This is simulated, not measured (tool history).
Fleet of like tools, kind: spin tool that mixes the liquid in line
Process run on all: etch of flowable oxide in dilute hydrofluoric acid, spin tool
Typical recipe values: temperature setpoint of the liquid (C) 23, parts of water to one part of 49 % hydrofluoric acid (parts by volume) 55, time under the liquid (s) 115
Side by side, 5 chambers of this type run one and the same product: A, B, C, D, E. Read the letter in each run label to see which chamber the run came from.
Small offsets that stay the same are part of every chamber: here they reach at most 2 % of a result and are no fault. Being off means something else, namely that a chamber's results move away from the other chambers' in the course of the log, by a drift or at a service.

| run | hour | temperature setpoint of the liquid (C) | parts of water to one part of 49 % hydrofluoric acid (parts by volume) | time under the liquid (s) | read-back film thickness of the flowable oxide reference wafer, read on the same gauge (nm) | thickness taken off the flowable oxide on a monitor wafer (nm) |
|---|---|---|---|---|---|---|
| 1E | 2.7 | 23 | 55 | 115 | 30.010 | 53.378 |
| 2C | 6.0 | 23 | 55 | 115 | 29.996 | 53.461 |
|  | 9.0 | chamber A: thermometer replaced |
| 3A | 9.0 | 23 | 55 | 115 | 29.976 | 53.263 |
| 4B | 12.5 | 23 | 55 | 115 | 30.013 | 53.270 |
| 5D | 15.7 | 23 | 55 | 115 | 30.016 | 52.407 |
| 6B | 18.1 | 23 | 55 | 115 | 29.989 | 52.369 |
| 7E | 21.7 | 23 | 55 | 115 | 29.963 | 52.891 |
| 8C | 25.1 | 23 | 55 | 115 | 30.018 | 53.264 |
| 9D | 27.4 | 19 | 40 | 115 | 30.013 | 62.579 |
| 10A | 32.5 | 19 | 40 | 115 | 29.981 | 64.189 |
| 11A | 34.9 | 19 | 40 | 115 | 29.970 | 62.833 |
| 12E | 37.9 | 19 | 40 | 115 | 29.997 | 63.277 |
| 13D | 40.7 | 19 | 40 | 115 | 29.980 | 62.569 |
| 14C | 45.0 | 23 | 55 | 115 | 30.007 | 54.141 |
|  | 49.0 | chamber E: hydrofluoric acid flow meter replaced |
| 15B | 49.8 | 23 | 45 | 115 | 29.987 | 64.834 |
| 16A | 52.4 | 23 | 45 | 115 | 29.984 | 65.116 |
| 17C | 57.4 | 23 | 45 | 115 | 29.993 | 67.169 |
| 18E | 62.4 | 23 | 45 | 115 | 30.006 | 65.805 |
| 19D | 66.4 | 23 | 45 | 115 | 29.962 | 64.527 |
| 20B | 71.3 | 23 | 55 | 115 | 30.008 | 52.166 |
| 21C | 75.2 | 23 | 55 | 115 | 30.011 | 53.459 |
| 22A | 78.7 | 23 | 55 | 115 | 30.010 | 52.681 |
| 23E | 82.6 | 23 | 55 | 115 | 29.995 | 52.508 |
| 24B | 85.3 | 23 | 55 | 115 | 30.014 | 53.409 |
| 25D | 88.3 | 23 | 55 | 115 | 29.994 | 50.798 |
| 26D | 91.5 | 23 | 55 | 115 | 30.012 | 50.562 |
| 27B | 94.9 | 19 | 25 | 115 | 30.000 | 102.590 |
| 28A | 100.0 | 19 | 25 | 115 | 30.003 | 103.980 |
| 29E | 104.2 | 19 | 25 | 115 | 30.008 | 103.500 |
| 30C | 107.5 | 19 | 25 | 115 | 30.003 | 103.500 |
| 31B | 112.3 | 19 | 25 | 115 | 30.010 | 103.320 |
| 32A | 116.5 | 23 | 55 | 115 | 29.999 | 52.992 |
| 33D | 120.0 | 23 | 55 | 115 | 29.980 | 48.806 |
| 34E | 123.5 | 23 | 55 | 115 | 30.005 | 52.316 |
| 35C | 128.2 | 23 | 55 | 115 | 29.985 | 53.705 |

Read the log: is a single chamber off, either drifting away or since a service, is the gauge that measures every chamber drifting, or is nothing wrong beyond small per-chamber offsets? Name any odd chamber and what most likely caused it.

Little by little, chamber D moves away from the other chambers.
Most likely cause: hydrofluoric acid flow below the setpoint (%) = 6.55.
It could be hard to tell apart here from: liquid colder than its thermometer reads (K).

Below are 4 candidate recipes for chamber D's next run, each the usual settings with a change, their results shown as question marks. Which of them brings D's results back in line with what the other chambers give on the usual settings?
Allowed miss from the other chambers' usual-settings mean, per result, to count as in line: thickness taken off the flowable oxide on a monitor wafer (nm) 1.500
| 36D-1 | 131.8 | 23 | 55 | 120 |  | ? |
| 36D-2 | 131.8 | 23 | 55 | 105 |  | ? |
| 36D-3 | 131.8 | 23 | 55 | 110 |  | ? |
| 36D-4 | 131.8 | 23 | 55 | 125 |  | ? |

Other chambers, usual settings, mean: thickness taken off the flowable oxide on a monitor wafer (nm) 53.091
| run | thickness taken off the flowable oxide on a monitor wafer (nm) |
|---|---|
| 36D-1 | 51.120 |
| 36D-2 | 44.730 |
| 36D-3 | 46.860 |
| 36D-4 | 53.250 |
36D-4 puts the chamber back in line with the other chambers.

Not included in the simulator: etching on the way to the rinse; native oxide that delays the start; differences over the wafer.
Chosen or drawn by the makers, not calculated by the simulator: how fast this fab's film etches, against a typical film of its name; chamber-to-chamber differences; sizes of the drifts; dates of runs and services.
